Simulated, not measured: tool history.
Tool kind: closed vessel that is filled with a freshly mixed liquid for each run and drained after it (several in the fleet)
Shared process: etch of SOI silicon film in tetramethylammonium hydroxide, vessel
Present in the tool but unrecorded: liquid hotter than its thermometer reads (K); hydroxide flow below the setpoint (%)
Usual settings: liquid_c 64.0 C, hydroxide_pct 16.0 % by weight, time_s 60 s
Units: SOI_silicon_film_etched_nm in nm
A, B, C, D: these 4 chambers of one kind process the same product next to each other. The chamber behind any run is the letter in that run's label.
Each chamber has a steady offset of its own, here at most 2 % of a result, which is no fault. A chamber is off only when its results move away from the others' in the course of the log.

run   hour  liquid_c  hydroxide_pct  time_s  hours since the thermometer was replaced  hours since the hydroxide flow meter was replaced  read-back film thickness of the SOI silicon film reference wafer, read on the same gauge (nm)  SOI_silicon_film_etched_nm
 1C    4.6      64.0           16.0      60                                    1160.1                                              337.1                                                                                         130.03                      253.58
 2D   12.4      64.0           16.0      60                                    1622.6                                              280.7                                                                                         130.00                      252.88
 3A   18.1      64.0           16.0      60                                    1308.8                                               25.6                                                                                         129.99                      244.18
 4B   23.8      64.0           16.0      60                                     129.3                                              491.0                                                                                         129.98                      247.60
 5D   27.7      64.0           16.0      60                                    1637.9                                              296.0                                                                                         130.02                      257.18
 6C   33.7      64.0           20.5      85                                    1189.2                                              366.2                                                                                         130.02                      324.90
 7A   39.5      64.0           20.5      85                                    1330.2                                               47.0                                                                                         130.03                      314.05
 8B   44.3      64.0           20.5      85                                     149.8                                              511.5                                                                                         130.01                      317.37
 9B   50.8      64.0           20.5      85                                     156.3                                              518.0                                                                                         129.98                      322.38
10D   57.5      64.0           16.0      60                                    1667.7                                              325.8                                                                                         129.99                      252.00
11C   61.9      64.0           16.0      60                                    1217.4                                              394.4                                                                                         130.00                      256.00
12A   69.3      64.0           16.0      60                                    1360.0                                               76.8                                                                                         129.98                      249.84
13D   76.0      64.0           16.0      60                                    1686.2                                              344.3                                                                                         130.00                      252.04
14C   83.0      64.0           16.0      60                                    1238.5                                              415.5                                                                                         130.01                      255.53
15A   91.1      64.0           16.0      60                                    1381.8                                               98.6                                                                                         130.00                      244.71
16B   98.3      64.0           16.0      60                                     203.8                                              565.5                                                                                         130.00                      249.12
17D  102.7      64.0           16.0      60                                    1712.9                                              371.0                                                                                         129.99                      258.31
18C  109.5      64.0           16.0      60                                    1265.0                                              442.0                                                                                         130.01                      252.10
19A  117.0      64.0           16.0      60                                    1407.7                                              124.5                                                                                         129.99                      248.03
20B  121.8      64.0           16.0      60                                     227.3                                              589.0                                                                                         130.00                      249.60
21C  128.2      64.0           16.0      60                                    1283.7                                              460.7                                                                                         129.98                      253.94
     132.3  -- chamber B: hydroxide flow meter replaced
22B  133.2      64.0           16.0      60                                     238.7                                                0.9                                                                                         130.02                      246.72
23A  139.1      64.0           18.0      60                                    1429.8                                              146.6                                                                                         130.00                      236.31
24D  142.7      64.0           18.0      60                                    1752.9                                              411.0                                                                                         129.99                      242.89
25D  150.3      64.0           18.0      60                                    1760.5                                              418.6                                                                                         130.02                      243.82
26A  156.2      64.0           18.0      60                                    1446.9                                              163.7                                                                                         130.00                      235.30
27B  163.9      64.0           16.0      60                                     269.4                                               31.6                                                                                         130.00                      250.38
28C  168.2      64.0           16.0      60                                    1323.7                                              500.7                                                                                         130.00                      252.38
29D  175.0      64.0           16.0      60                                    1785.2                                              443.3                                                                                         129.99                      256.75
30A  181.8      64.0           16.0      60                                    1472.5                                              189.3                                                                                         129.99                      247.23
31C  187.1      71.5           16.0      60                                    1342.6                                              519.6                                                                                         129.99                      396.83
32B  194.0      71.5           16.0      60                                     299.5                                               61.7                                                                                         130.01                      393.08
     197.6  -- chamber C: hydroxide flow meter replaced
33B  198.4      71.5           16.0      60                                     303.9                                               66.1                                                                                         130.01                      390.51
34C  205.5      71.5           16.0      60                                    1361.0                                                8.0                                                                                         130.02                      399.97
35D  213.1      64.0           16.0      60                                    1823.3                                              481.4                                                                                         129.99                      254.25
36A  220.8      64.0           16.0      60                                    1511.5                                              228.3                                                                                         130.00                      246.41
37D  227.2      64.0           16.0      60                                    1837.4                                              495.5                                                                                         130.01                      255.38
38B  233.3      64.0           16.0      60                                     338.8                                              101.0                                                                                         130.03                      252.36

Next, every chamber runs the same settings. What will each give?
39A  239.2      59.5           16.0      60                                                                                                                                                                                                                       ?
39B  239.2      59.5           16.0      60                                                                                                                                                                                                                       ?
39C  239.2      59.5           16.0      60                                                                                                                                                                                                                       ?
39D  239.2      59.5           16.0      60                                                                                                                                                                                                                       ?

run  SOI_silicon_film_etched_nm
39A                      186.29
39B                      190.69
39C                      193.16
39D                      193.51
